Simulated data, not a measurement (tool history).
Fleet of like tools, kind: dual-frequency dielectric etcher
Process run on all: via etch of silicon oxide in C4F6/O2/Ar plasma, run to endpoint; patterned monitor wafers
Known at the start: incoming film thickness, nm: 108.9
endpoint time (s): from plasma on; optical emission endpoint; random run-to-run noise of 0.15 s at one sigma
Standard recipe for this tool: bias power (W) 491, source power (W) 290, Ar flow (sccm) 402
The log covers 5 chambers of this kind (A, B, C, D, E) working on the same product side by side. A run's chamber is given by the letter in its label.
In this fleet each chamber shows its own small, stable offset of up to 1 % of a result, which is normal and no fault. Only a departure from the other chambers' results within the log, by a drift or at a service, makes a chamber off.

| run | hour | bias power (W) | source power (W) | Ar flow (sccm) | endpoint time (s) |
|---|---|---|---|---|---|
| 1C | 7 | 491 | 290 | 402 | 28.112 |
| 2B | 19.6 | 491 | 290 | 402 | 27.926 |
| 3E | 29.8 | 491 | 290 | 402 | 28.142 |
| 4D | 39.9 | 491 | 290 | 402 | 27.787 |
| 5A | 51.6 | 491 | 290 | 402 | 28.059 |
| 6B | 61.1 | 491 | 290 | 402 | 28.048 |
| 7A | 71.6 | 491 | 290 | 402 | 28.084 |
| 8E | 80.1 | 491 | 290 | 402 | 28.188 |
| 9D | 93.4 | 491 | 290 | 402 | 27.887 |
| 10C | 106.9 | 491 | 290 | 402 | 28.165 |
| 11B | 116.3 | 491 | 290 | 402 | 28.194 |
| 12D | 122.7 | 491 | 290 | 317 | 27.083 |
| 13A | 130.5 | 491 | 290 | 317 | 27.173 |
| 14E | 140.1 | 491 | 290 | 317 | 27.574 |
| 15C | 147.5 | 491 | 290 | 317 | 27.467 |
| 16D | 160.9 | 491 | 290 | 317 | 27.116 |
| 17C | 168.3 | 491 | 290 | 402 | 28.216 |
| 18A | 180.3 | 491 | 290 | 402 | 28.089 |
| 19B | 190.5 | 491 | 290 | 402 | 28.177 |
|  | 201.1 | chamber A: wet clean of the chamber |
| 20E | 201.3 | 491 | 290 | 402 | 28.032 |
| 21B | 211.3 | 491 | 290 | 402 | 27.856 |
| 22C | 219.5 | 491 | 290 | 402 | 28.12 |
|  | 221.4 | chamber E: wet clean of the chamber |
| 23D | 225.5 | 491 | 290 | 402 | 27.992 |
| 24E | 234.7 | 386 | 250 | 402 | 32.792 |
| 25A | 245.3 | 386 | 250 | 402 | 34.141 |
| 26B | 255.7 | 386 | 250 | 402 | 32.823 |
| 27E | 265.1 | 386 | 250 | 402 | 32.076 |
|  | 271.5 | chamber D: source power generator calibrated |
| 28C | 273.2 | 386 | 250 | 402 | 32.275 |
| 29A | 283.4 | 491 | 290 | 402 | 29.369 |
| 30D | 294.1 | 491 | 240 | 456 | 30.551 |
| 31D | 302.5 | 491 | 240 | 456 | 30.05 |
| 32A | 315.6 | 491 | 240 | 456 | 32.005 |
| 33E | 322 | 491 | 240 | 456 | 30.675 |
| 34B | 329.5 | 491 | 240 | 456 | 30.638 |
| 35C | 339 | 491 | 290 | 402 | 28.305 |
| 36D | 350.8 | 491 | 290 | 402 | 28.147 |
| 37A | 361.7 | 491 | 290 | 402 | 29.688 |
| 38C | 374.5 | 491 | 290 | 402 | 28.195 |
|  | 376.7 | chamber C: source power generator calibrated |
|  | 378.4 | chamber C: bias power generator calibrated |
|  | 379.5 | chamber C: wet clean of the chamber |
| 39E | 381.7 | 491 | 290 | 402 | 28.071 |
| 40B | 389 | 491 | 290 | 402 | 28.404 |
| 41C | 402.5 | 491 | 290 | 402 | 28.316 |

Has any chamber moved away from the others, gradually or after a service, or does the common gauge drift, or do the chambers differ only by their own small steady offsets? State the chamber and the most likely cause if one applies.

A service on chamber A put it out of line with the rest.
Most likely cause: etch rate under this chamber's usual, % = 4.35.

Here are 4 candidates for chamber A's next run, each the usual settings with a change, their results left as question marks. Which one brings its results back in line with what the others give on the usual settings?
Maximum distance from the other chambers' mean on the usual settings for a result to count as in line: endpoint time (s) 0.53
| 42A-1 | 412.2 | 520 | 310 | 395 | ? |
| 42A-2 | 412.2 | 491 | 230 | 402 | ? |
| 42A-3 | 412.2 | 491 | 350 | 377 | ? |
| 42A-4 | 412.2 | 491 | 260 | 402 | ? |

Other chambers, usual settings, mean: endpoint time (s) 28.118
| run | endpoint time (s) |
|---|---|
| 42A-1 | 28.007 |
| 42A-2 | 32.06 |
| 42A-3 | 27.222 |
| 42A-4 | 30.627 |
It is 42A-1 that realigns the chamber with its peers.
